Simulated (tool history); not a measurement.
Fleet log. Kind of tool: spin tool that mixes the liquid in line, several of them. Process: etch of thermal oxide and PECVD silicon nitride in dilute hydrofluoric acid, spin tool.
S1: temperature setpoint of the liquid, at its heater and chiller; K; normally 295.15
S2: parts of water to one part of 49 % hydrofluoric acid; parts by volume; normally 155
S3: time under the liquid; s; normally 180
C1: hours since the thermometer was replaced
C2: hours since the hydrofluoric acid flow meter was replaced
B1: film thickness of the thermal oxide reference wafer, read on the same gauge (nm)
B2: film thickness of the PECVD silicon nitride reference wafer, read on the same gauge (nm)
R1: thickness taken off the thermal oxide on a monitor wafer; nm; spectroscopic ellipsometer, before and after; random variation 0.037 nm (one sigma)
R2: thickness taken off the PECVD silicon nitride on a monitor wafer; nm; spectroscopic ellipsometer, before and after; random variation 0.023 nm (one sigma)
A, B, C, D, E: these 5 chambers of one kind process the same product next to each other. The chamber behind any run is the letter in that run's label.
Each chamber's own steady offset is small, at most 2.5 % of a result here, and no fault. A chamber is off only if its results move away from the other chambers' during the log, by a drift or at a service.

run,day,S1,S2,S3,C1,C2,B1,B2,R1,R2
1D,0.133,295.15,155,180,370.2,1397.3,130.01,130,4.9385,1.7678
# day 0.367: chamber B: thermometer replaced
2A,0.4,295.15,155,180,673.7,450.8,130.04,130,4.861,1.7293
3C,0.6,295.15,155,180,431.7,1009.8,130.06,130.01,4.7326,1.7361
4B,0.846,295.15,155,180,11.5,1675.6,129.99,130.01,4.8749,1.7408
5E,0.979,295.15,155,180,633.4,1168.4,130.01,130.01,4.7412,1.7555
6D,1.154,295.15,155,180,394.7,1421.8,129.99,129.99,4.8907,1.7804
7B,1.438,300.15,155,220,25.7,1689.8,130,130.01,7.0994,2.9176
8A,1.617,300.15,155,220,702.9,480,130.05,130.02,7.0779,2.9171
9E,1.871,300.15,155,220,654.8,1189.8,130,129.98,7.0267,2.9395
10C,2.092,300.15,155,220,467.5,1045.6,129.94,129.98,7.0003,2.9382
11E,2.225,300.15,155,220,663.3,1198.3,129.98,129.98,7.0108,2.9398
12D,2.5,295.15,155,235,427,1454.1,129.96,129.99,6.359,2.3583
13B,2.754,295.15,155,235,57.3,1721.4,129.98,130.01,6.3041,2.2889
14A,3.004,295.15,155,235,736.2,513.3,130,130,6.324,2.2449
15C,3.171,295.15,155,235,493.4,1071.5,130.01,129.99,6.1918,2.2708
16C,3.383,295.15,155,235,498.5,1076.6,129.97,129.99,6.1813,2.301
17D,3.55,295.15,155,180,452.2,1479.3,130,129.95,4.8295,1.7847
18B,3.688,295.15,155,180,79.7,1743.8,130.01,130.04,4.8006,1.7419
19A,3.962,295.15,155,180,759.2,536.3,130.06,130.05,4.8006,1.7763
20E,4.217,295.15,215,135,711.1,1246.1,130.01,130.01,2.4682,0.97652
21B,4.479,295.15,215,135,98.7,1762.8,129.99,129.99,2.4369,0.96595
22D,4.633,295.15,215,135,478.2,1505.3,129.99,130.03,2.468,0.95165
23A,4.762,295.15,215,135,778.4,555.5,130.02,130.03,2.4464,0.96454
24E,4.933,295.15,215,135,728.3,1263.3,129.98,130.01,2.4419,0.96493
25C,5.117,295.15,155,180,540.1,1118.2,129.99,129.98,4.8231,1.7278
26B,5.271,295.15,155,180,117.7,1781.8,129.99,129.98,4.8093,1.7293
27D,5.529,295.15,155,180,499.7,1526.8,129.94,130.01,4.8579,1.7845
28E,5.7,295.15,105,180,746.7,1281.7,130.03,129.99,7.4913,2.5798
29A,5.958,295.15,105,180,807.1,584.2,130,129.98,7.391,2.4843
30C,6.171,295.15,105,180,565.4,1143.5,129.96,130.02,7.3867,2.6232
31B,6.329,295.15,105,180,143.1,1807.2,130.01,130.01,7.529,2.5066
32D,6.554,295.15,105,180,524.3,1551.4,130.02,130.01,7.5699,2.6078
33E,6.7,295.15,155,180,770.7,1305.7,130.02,130,4.7523,1.7256
34A,6.838,295.15,155,180,828.2,605.3,129.98,129.97,4.832,1.7612
35C,6.996,295.15,155,180,585.2,1163.3,130,130.02,4.7278,1.7397
36A,7.158,295.15,155,180,835.9,613,129.94,130.04,4.8107,1.7302
37C,7.346,295.15,155,180,593.6,1171.7,129.94,130.01,4.7614,1.7568
38D,7.546,290.65,155,140,548.1,1575.2,129.99,130.02,3.1753,1.026
39B,7.792,290.65,155,140,178.2,1842.3,130.02,130.01,3.1026,0.99525
# day 8.008: chamber E: hydrofluoric acid flow meter replaced
40E,8.029,290.65,155,140,802.6,0.6,130.02,129.99,3.0731,1.0108
41C,8.221,290.65,155,140,614.6,1192.7,130.01,130,3.0816,1.0091

Predict what each chamber gives when all 5 of them run the settings below next.
42A,8.433,295.15,155,180,,,,,?,?
42B,8.433,295.15,155,180,,,,,?,?
42C,8.433,295.15,155,180,,,,,?,?
42D,8.433,295.15,155,180,,,,,?,?
42E,8.433,295.15,155,180,,,,,?,?

run,R1,R2
42A,4.85,1.7416
42B,4.833,1.7145
42C,4.7288,1.7513
42D,4.8693,1.7722
42E,4.818,1.7702
